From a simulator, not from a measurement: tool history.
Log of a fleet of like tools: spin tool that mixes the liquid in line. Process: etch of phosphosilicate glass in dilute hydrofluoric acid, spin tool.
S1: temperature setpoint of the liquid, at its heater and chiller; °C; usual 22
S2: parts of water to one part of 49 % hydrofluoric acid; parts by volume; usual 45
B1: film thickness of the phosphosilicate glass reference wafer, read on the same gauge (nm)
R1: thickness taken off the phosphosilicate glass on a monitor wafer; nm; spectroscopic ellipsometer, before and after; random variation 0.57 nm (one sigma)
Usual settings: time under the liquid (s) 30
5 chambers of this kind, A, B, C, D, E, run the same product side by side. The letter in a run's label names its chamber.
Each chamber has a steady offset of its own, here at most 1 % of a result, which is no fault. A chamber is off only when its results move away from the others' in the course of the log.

Run 1B, day 0.196: usual settings; B1 110.01. Result: R1 58.977 nm.
Run 2A, day 0.379: usual settings; B1 109.97. Result: R1 58.628 nm.
Run 3E, day 0.542: usual settings; B1 109.95. Result: R1 58.936 nm.
Run 4C, day 0.825: usual settings; B1 110. Result: R1 58.972 nm.
Run 5D, day 1.046: usual settings but S1 25.5 °C; B1 109.98. Result: R1 66.844 nm.
Run 6A, day 1.304: usual settings but S1 25.5 °C; B1 110.01. Result: R1 68.384 nm.
Run 7B, day 1.596: usual settings but S1 25.5 °C; B1 110.03. Result: R1 68.022 nm.
Run 8E, day 1.85: usual settings but S1 25.5 °C; B1 109.99. Result: R1 69.001 nm.
Run 9C, day 2.162: usual settings but S1 25.5 °C; B1 110.02. Result: R1 69.275 nm.
Run 10D, day 2.375: usual settings; B1 110.02. Result: R1 58.608 nm.
Run 11B, day 2.688: usual settings; B1 110.01. Result: R1 59.214 nm.
Run 12E, day 2.929: usual settings; B1 109.99. Result: R1 58.629 nm.
Run 13C, day 3.212: usual settings; B1 110.02. Result: R1 59.607 nm.
Run 14D, day 3.471: usual settings; B1 110.02. Result: R1 58.408 nm.
Run 15A, day 3.729: usual settings but S1 25 °C; B1 110.02. Result: R1 64.844 nm.
At day 3.804: chamber B: hydrofluoric acid flow meter replaced.
Run 16B, day 4.033: usual settings but S1 25 °C; B1 109.97. Result: R1 66.198 nm.
Run 17C, day 4.375: usual settings but S1 25 °C; B1 109.98. Result: R1 68.217 nm.
Run 18D, day 4.675: usual settings but S1 25 °C; B1 110.02. Result: R1 67.667 nm.
At day 4.8: chamber B: thermometer replaced.
Run 19E, day 4.867: usual settings but S1 25 °C; B1 109.98. Result: R1 66.795 nm.
Run 20A, day 5.129: usual settings; B1 110.01. Result: R1 55.616 nm.
Run 21E, day 5.371: usual settings; B1 110.03. Result: R1 57.728 nm.
Run 22B, day 5.683: usual settings; B1 109.99. Result: R1 58.613 nm.
Run 23C, day 5.858: usual settings; B1 109.99. Result: R1 59.29 nm.
Run 24D, day 6.171: usual settings but time under the liquid (s) 45; B1 109.99. Result: R1 86.992 nm.
Run 25A, day 6.4: usual settings but time under the liquid (s) 45; B1 110.01. Result: R1 83.127 nm.
Run 26D, day 6.708: usual settings but time under the liquid (s) 45; B1 109.98. Result: R1 87.511 nm.
Run 27E, day 6.954: usual settings but time under the liquid (s) 45; B1 110.02. Result: R1 89.087 nm.
Run 28C, day 7.296: usual settings but time under the liquid (s) 45; B1 110. Result: R1 89.48 nm.
Run 29A, day 7.608: usual settings; B1 110. Result: R1 55.404 nm.
Run 30B, day 7.912: usual settings; B1 109.99. Result: R1 58.397 nm.
Run 31A, day 8.117: usual settings; B1 110.02. Result: R1 54.393 nm.
Run 32D, day 8.304: usual settings; B1 110.03. Result: R1 58.52 nm.
Run 33E, day 8.508: usual settings; B1 110.01. Result: R1 59.547 nm.
Run 34B, day 8.842: usual settings but S1 25.5 °C, S2 30 parts by volume; B1 110.01. Result: R1 103.5 nm.
Run 35C, day 9.033: usual settings but S1 25.5 °C, S2 30 parts by volume; B1 109.99. Result: R1 105.03 nm.
Run 36B, day 9.338: usual settings but S1 25.5 °C, S2 30 parts by volume; B1 109.99. Result: R1 102.7 nm.
Run 37E, day 9.533: usual settings but S1 25.5 °C, S2 30 parts by volume; B1 110. Result: R1 106.81 nm.
Run 38D, day 9.754: usual settings but S1 25.5 °C, S2 30 parts by volume; B1 110.03. Result: R1 102.68 nm.
Run 39A, day 10.012: usual settings; B1 110.01. Result: R1 53.653 nm.
Run 40C, day 10.221: usual settings; B1 110.01. Result: R1 58.831 nm.
Run 41C, day 10.5: usual settings; B1 110. Result: R1 59.822 nm.

Is one chamber off against the others, does the gauge drift, or is nothing wrong? If a chamber is off, say which, and what the likeliest cause is.

Chamber A drifts away from the others.
Cause: hydrofluoric acid flow below the setpoint (%) = 9.63.
The log may not tell that from: liquid colder than its thermometer reads (K).

Here are 4 candidates for chamber A's next run, each the usual settings with a change, their results left as question marks. Which one brings its results back in line with what the others give on the usual settings?
In line means no further than this from the other chambers' mean on the usual settings: R1 2 nm
Run 42A-1, day 10.746: usual settings but S1 19.5 °C. Result: R1 ?.
Run 42A-2, day 10.746: usual settings but S1 21 °C. Result: R1 ?.
Run 42A-3, day 10.746: usual settings but S1 23 °C. Result: R1 ?.
Run 42A-4, day 10.746: usual settings but S1 24.5 °C. Result: R1 ?.

The other chambers' mean on the usual settings: R1 58.84 nm
  run      R1
42A-1  47.594
42A-2  50.714
42A-3  55.131
42A-4   58.62
42A-4 brings the chamber back in line.
